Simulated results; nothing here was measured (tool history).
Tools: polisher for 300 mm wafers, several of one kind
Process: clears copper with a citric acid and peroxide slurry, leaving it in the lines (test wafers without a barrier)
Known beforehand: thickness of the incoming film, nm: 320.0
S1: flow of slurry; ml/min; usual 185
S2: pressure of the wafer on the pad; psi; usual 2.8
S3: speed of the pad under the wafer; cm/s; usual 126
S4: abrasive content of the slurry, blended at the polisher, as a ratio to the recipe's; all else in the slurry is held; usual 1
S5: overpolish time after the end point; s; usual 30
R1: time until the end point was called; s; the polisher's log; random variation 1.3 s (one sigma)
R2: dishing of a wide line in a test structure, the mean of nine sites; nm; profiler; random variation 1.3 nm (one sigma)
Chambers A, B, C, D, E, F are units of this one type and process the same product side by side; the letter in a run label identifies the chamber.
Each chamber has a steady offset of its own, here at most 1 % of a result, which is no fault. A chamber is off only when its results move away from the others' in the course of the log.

At hour 4.1: chamber D: slurry blender recalibrated.
At hour 10.2: chamber F: slurry blender recalibrated.
Run 1A, hour 12.4: usual settings. Result: R1 105.23 s, R2 56.375 nm.
At hour 13.6: chamber C: worn pad replaced by a new one.
At hour 25.7: chamber A: worn pad replaced by a new one.
Run 2C, hour 26.8: usual settings. Result: R1 106.98 s, R2 57.948 nm.
At hour 31.9: chamber A: slurry nozzle cleaned.
At hour 37.4: chamber A: head pressure recalibrated.
Run 3D, hour 40.6: usual settings. Result: R1 103.9 s, R2 57.611 nm.
At hour 43.5: chamber E: slurry nozzle cleaned.
At hour 47.2: chamber E: slurry blender recalibrated.
Run 4B, hour 54.6: usual settings. Result: R1 105.91 s, R2 57.159 nm.
At hour 57.2: chamber D: worn pad replaced by a new one.
At hour 63.7: chamber E: worn pad replaced by a new one.
Run 5E, hour 64.2: usual settings. Result: R1 103.61 s, R2 54.823 nm.
At hour 72.1: chamber D: head pressure recalibrated.
Run 6F, hour 79.4: usual settings. Result: R1 106.19 s, R2 54.721 nm.
Run 7E, hour 92: usual settings. Result: R1 104.98 s, R2 57.504 nm.
Run 8A, hour 101.3: usual settings. Result: R1 104.15 s, R2 55.858 nm.
Run 9F, hour 114.1: usual settings. Result: R1 107.48 s, R2 57.679 nm.
At hour 114.9: chamber F: worn pad replaced by a new one.
At hour 123.8: chamber D: slurry nozzle cleaned.
Run 10B, hour 129.4: usual settings. Result: R1 104.31 s, R2 54.865 nm.
At hour 134.5: chamber C: worn pad replaced by a new one.
At hour 136.3: chamber A: worn pad replaced by a new one.
Run 11C, hour 136.6: usual settings. Result: R1 106.95 s, R2 56.661 nm.
Run 12D, hour 151.6: usual settings. Result: R1 105.55 s, R2 57.585 nm.
At hour 158.6: chamber D: worn pad replaced by a new one.
At hour 162.2: chamber E: worn pad replaced by a new one.
Run 13E, hour 165.4: usual settings. Result: R1 103.04 s, R2 56.815 nm.
Run 14A, hour 178.3: usual settings. Result: R1 107.97 s, R2 56.672 nm.
Run 15D, hour 193.3: usual settings. Result: R1 106.61 s, R2 59.543 nm.
At hour 194.4: chamber E: slurry blender recalibrated.
Run 16F, hour 201.9: usual settings. Result: R1 105.47 s, R2 56.649 nm.
At hour 205.6: chamber D: slurry blender recalibrated.
At hour 207.4: chamber C: slurry nozzle cleaned.
At hour 208.8: chamber A: slurry blender recalibrated.
Run 17C, hour 215.3: usual settings. Result: R1 103.5 s, R2 56.515 nm.
Run 18B, hour 226: usual settings. Result: R1 106.59 s, R2 53.087 nm.
At hour 230.1: chamber F: worn pad replaced by a new one.
At hour 234: chamber C: slurry blender recalibrated.
Run 19D, hour 237.4: usual settings. Result: R1 105.78 s, R2 59.911 nm.
Run 20B, hour 246.3: usual settings. Result: R1 110.07 s, R2 54.252 nm.
At hour 247.6: chamber C: worn pad replaced by a new one.
Run 21F, hour 253.2: usual settings. Result: R1 105.45 s, R2 56.029 nm.
At hour 255.7: chamber D: worn pad replaced by a new one.
At hour 263: chamber E: worn pad replaced by a new one.
Run 22E, hour 264.1: usual settings. Result: R1 102.63 s, R2 56.593 nm.
At hour 267: chamber A: worn pad replaced by a new one.
Run 23C, hour 275.3: usual settings. Result: R1 105.75 s, R2 57.774 nm.
At hour 279.6: chamber F: slurry nozzle cleaned.
Run 24A, hour 282.7: usual settings but S3 142 cm/s, S5 36 s. Result: R1 95.381 s, R2 71.555 nm.
Run 25A, hour 291.1: usual settings but S3 142 cm/s, S5 36 s. Result: R1 94.199 s, R2 67.531 nm.
Run 26C, hour 301.1: usual settings but S3 142 cm/s, S5 36 s. Result: R1 94.748 s, R2 70.755 nm.
Run 27E, hour 316.4: usual settings but S3 142 cm/s, S5 36 s. Result: R1 95.454 s, R2 71.096 nm.
Run 28D, hour 323.5: usual settings but S3 142 cm/s, S5 36 s. Result: R1 91.872 s, R2 69.645 nm.
At hour 327.8: chamber E: head pressure recalibrated.
At hour 328.6: chamber E: slurry blender recalibrated.
Run 29F, hour 333.9: usual settings but S3 142 cm/s, S5 36 s. Result: R1 95.383 s, R2 70.901 nm.
At hour 337.1: chamber F: worn pad replaced by a new one.
At hour 342.9: chamber A: slurry nozzle cleaned.
At hour 343.7: chamber D: worn pad replaced by a new one.
Run 30B, hour 344.8: usual settings. Result: R1 111.71 s, R2 52.594 nm.
Run 31A, hour 358.5: usual settings but S3 156 cm/s. Result: R1 85.679 s, R2 62.966 nm.
At hour 368.2: chamber C: worn pad replaced by a new one.
Run 32B, hour 368.6: usual settings but S3 156 cm/s. Result: R1 92.574 s, R2 62.438 nm.
At hour 372.2: chamber E: worn pad replaced by a new one.
At hour 373.5: chamber C: head pressure recalibrated.
At hour 377.6: chamber B: slurry blender recalibrated.
Run 33F, hour 382.5: usual settings but S3 156 cm/s. Result: R1 87.395 s, R2 64.471 nm.
At hour 386.1: chamber A: worn pad replaced by a new one.
Run 34C, hour 391.3: usual settings but S3 156 cm/s. Result: R1 86.056 s, R2 64.49 nm.
Run 35D, hour 399.7: usual settings but S3 156 cm/s. Result: R1 87.323 s, R2 63.725 nm.
Run 36E, hour 407.3: usual settings but S3 156 cm/s. Result: R1 84.382 s, R2 64.375 nm.
At hour 413.5: chamber F: slurry blender recalibrated.
Run 37E, hour 422.5: usual settings but S2 1.9 psi, S5 20 s. Result: R1 151.55 s, R2 28.426 nm.
At hour 429.3: chamber C: slurry blender recalibrated.
Run 38F, hour 433: usual settings but S2 1.9 psi, S5 20 s. Result: R1 155.5 s, R2 29.251 nm.
At hour 437.9: chamber D: slurry blender recalibrated.
At hour 439.2: chamber D: worn pad replaced by a new one.
Run 39B, hour 444.7: usual settings but S2 1.9 psi, S5 20 s. Result: R1 167.57 s, R2 25.577 nm.
Run 40C, hour 454.7: usual settings but S2 1.9 psi, S5 20 s. Result: R1 154.95 s, R2 28.623 nm.
Run 41D, hour 461.6: usual settings but S2 1.9 psi, S5 20 s. Result: R1 155.64 s, R2 28.291 nm.
Run 42A, hour 469.1: usual settings but S2 1.9 psi, S5 20 s. Result: R1 153.82 s, R2 29.513 nm.
Run 43B, hour 476.4: usual settings. Result: R1 119.16 s, R2 51.824 nm.

Next, all 6 chambers run the settings below, one line each with question marks for the results. What does each chamber give?
Run 44A, hour 487.4: usual settings but S3 154 cm/s. Result: R1 ?, R2 ?.
Run 44B, hour 487.4: usual settings but S3 154 cm/s. Result: R1 ?, R2 ?.
Run 44C, hour 487.4: usual settings but S3 154 cm/s. Result: R1 ?, R2 ?.
Run 44D, hour 487.4: usual settings but S3 154 cm/s. Result: R1 ?, R2 ?.
Run 44E, hour 487.4: usual settings but S3 154 cm/s. Result: R1 ?, R2 ?.
Run 44F, hour 487.4: usual settings but S3 154 cm/s. Result: R1 ?, R2 ?.

run      R1      R2
44A  84.449  64.341
44B  96.954  61.232
44C  88.435  65.164
44D  85.305  68.297
44E  86.352  65.932
44F  86.318  62.162
